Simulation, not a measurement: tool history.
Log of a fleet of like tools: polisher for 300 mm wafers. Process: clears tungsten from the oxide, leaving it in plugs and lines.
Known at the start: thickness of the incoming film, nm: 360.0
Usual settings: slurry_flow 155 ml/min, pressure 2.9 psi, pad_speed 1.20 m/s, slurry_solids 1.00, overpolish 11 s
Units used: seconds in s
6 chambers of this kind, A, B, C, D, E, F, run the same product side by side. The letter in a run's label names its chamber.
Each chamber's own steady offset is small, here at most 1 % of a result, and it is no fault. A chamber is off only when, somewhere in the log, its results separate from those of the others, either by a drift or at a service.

run	day	slurry_flow	pressure	pad_speed	slurry_solids	overpolish	seconds
# day 0.358: chamber C: slurry tank refilled with fresh slurry and peroxide
1B	0.362	155	2.9	1.20	1.00	11	76.042
# day 0.433: chamber C: worn pad replaced by a new one
2C	0.742	155	2.9	1.20	1.00	11	75.641
# day 1.000: chamber E: worn pad replaced by a new one
# day 1.012: chamber A: slurry nozzle cleaned
3F	1.104	155	2.9	1.20	1.00	11	76.322
4E	1.604	155	2.9	1.20	1.00	11	76.367
# day 1.825: chamber C: slurry nozzle cleaned
# day 1.933: chamber A: worn pad replaced by a new one
# day 1.950: chamber F: slurry tank refilled with fresh slurry and peroxide
5A	2.017	155	2.9	1.20	1.00	11	77.333
# day 2.200: chamber E: slurry blender recalibrated
# day 2.258: chamber B: slurry tank refilled with fresh slurry and peroxide
6D	2.550	155	2.9	1.20	1.00	11	76.022
# day 2.667: chamber D: worn pad replaced by a new one
# day 2.750: chamber E: slurry tank refilled with fresh slurry and peroxide
# day 2.829: chamber F: worn pad replaced by a new one
7C	2.958	155	2.9	1.20	1.00	11	75.975
# day 3.025: chamber E: slurry nozzle cleaned
# day 3.067: chamber D: slurry tank refilled with fresh slurry and peroxide
8A	3.204	155	2.1	0.86	1.00	11	144.490
# day 3.371: chamber A: slurry tank refilled with fresh slurry and peroxide
# day 3.425: chamber D: slurry nozzle cleaned
9B	3.554	155	2.1	0.86	1.00	11	151.100
10E	3.825	155	2.1	0.86	1.00	11	147.890
# day 4.092: chamber C: worn pad replaced by a new one
11F	4.329	155	2.1	0.86	1.00	11	152.140
# day 4.371: chamber B: worn pad replaced by a new one
# day 4.483: chamber F: head pressure recalibrated
12D	4.825	155	2.1	0.86	1.00	11	148.320
# day 5.104: chamber C: slurry blender recalibrated
13E	5.283	155	2.1	0.86	1.00	11	145.440
# day 5.325: chamber F: slurry tank refilled with fresh slurry and peroxide
14F	5.621	155	2.9	1.20	1.00	11	76.507
# day 5.933: chamber B: slurry blender recalibrated
# day 6.079: chamber E: slurry tank refilled with fresh slurry and peroxide
15C	6.088	155	2.9	1.20	1.00	11	75.748
# day 6.104: chamber B: slurry tank refilled with fresh slurry and peroxide
# day 6.462: chamber F: slurry nozzle cleaned
16D	6.588	155	2.9	1.20	1.00	11	78.361
# day 6.721: chamber C: slurry tank refilled with fresh slurry and peroxide
17B	6.846	155	2.9	1.20	1.00	11	76.823
18A	7.279	155	2.9	1.20	1.00	11	75.775
19E	7.638	155	2.9	1.20	1.00	11	76.063
# day 7.775: chamber D: slurry blender recalibrated
20B	8.046	200	2.9	1.20	0.85	11	77.968
# day 8.379: chamber C: worn pad replaced by a new one
# day 8.412: chamber F: slurry tank refilled with fresh slurry and peroxide
21C	8.500	200	2.9	1.20	0.85	11	76.292
# day 8.650: chamber A: worn pad replaced by a new one
22D	8.767	200	2.9	1.20	0.85	11	78.141
# day 8.929: chamber E: slurry tank refilled with fresh slurry and peroxide
23A	9.017	200	2.9	1.20	0.85	11	75.616
# day 9.367: chamber E: worn pad replaced by a new one
24F	9.396	200	2.9	1.20	0.85	11	77.312
# day 9.408: chamber A: slurry tank refilled with fresh slurry and peroxide
# day 9.638: chamber E: head pressure recalibrated
# day 9.800: chamber B: slurry tank refilled with fresh slurry and peroxide
25B	9.838	200	2.9	1.20	0.85	11	75.595
# day 10.325: chamber B: worn pad replaced by a new one
26D	10.400	180	2.4	1.20	1.00	11	94.695
# day 10.475: chamber F: worn pad replaced by a new one
27F	10.888	180	2.4	1.20	1.00	11	92.460
# day 11.192: chamber C: slurry blender recalibrated
# day 11.333: chamber D: slurry tank refilled with fresh slurry and peroxide
# day 11.375: chamber D: worn pad replaced by a new one
28C	11.404	180	2.4	1.20	1.00	11	92.807
# day 11.450: chamber F: slurry blender recalibrated
# day 11.808: chamber F: slurry tank refilled with fresh slurry and peroxide
29A	11.946	180	2.4	1.20	1.00	11	89.940
# day 12.146: chamber A: slurry nozzle cleaned
30E	12.338	180	2.4	1.20	1.00	11	89.830
# day 12.388: chamber E: slurry tank refilled with fresh slurry and peroxide
# day 12.483: chamber A: slurry blender recalibrated
31C	12.733	180	2.4	1.20	1.00	11	90.174
32A	13.142	155	2.9	1.20	1.00	11	76.977
# day 13.204: chamber B: slurry nozzle cleaned
# day 13.367: chamber B: head pressure recalibrated
33E	13.625	155	2.9	1.20	1.00	11	75.980
# day 13.833: chamber B: slurry tank refilled with fresh slurry and peroxide
34F	13.912	155	2.9	1.20	1.00	11	75.277
35B	14.271	155	2.9	1.20	1.00	11	77.273
36D	14.804	155	2.9	1.20	1.00	11	83.632
# day 14.992: chamber F: slurry tank refilled with fresh slurry and peroxide
37F	15.208	155	2.9	0.96	1.00	6	95.856

All chambers now run identical settings, listed one chamber a line with results as question marks. What results will each chamber show?
38A	15.612	120	2.9	1.20	1.00	11	?
38B	15.612	120	2.9	1.20	1.00	11	?
38C	15.612	120	2.9	1.20	1.00	11	?
38D	15.612	120	2.9	1.20	1.00	11	?
38E	15.612	120	2.9	1.20	1.00	11	?
38F	15.612	120	2.9	1.20	1.00	11	?

run	seconds
38A	81.553
38B	79.836
38C	80.528
38D	86.401
38E	77.907
38F	82.450
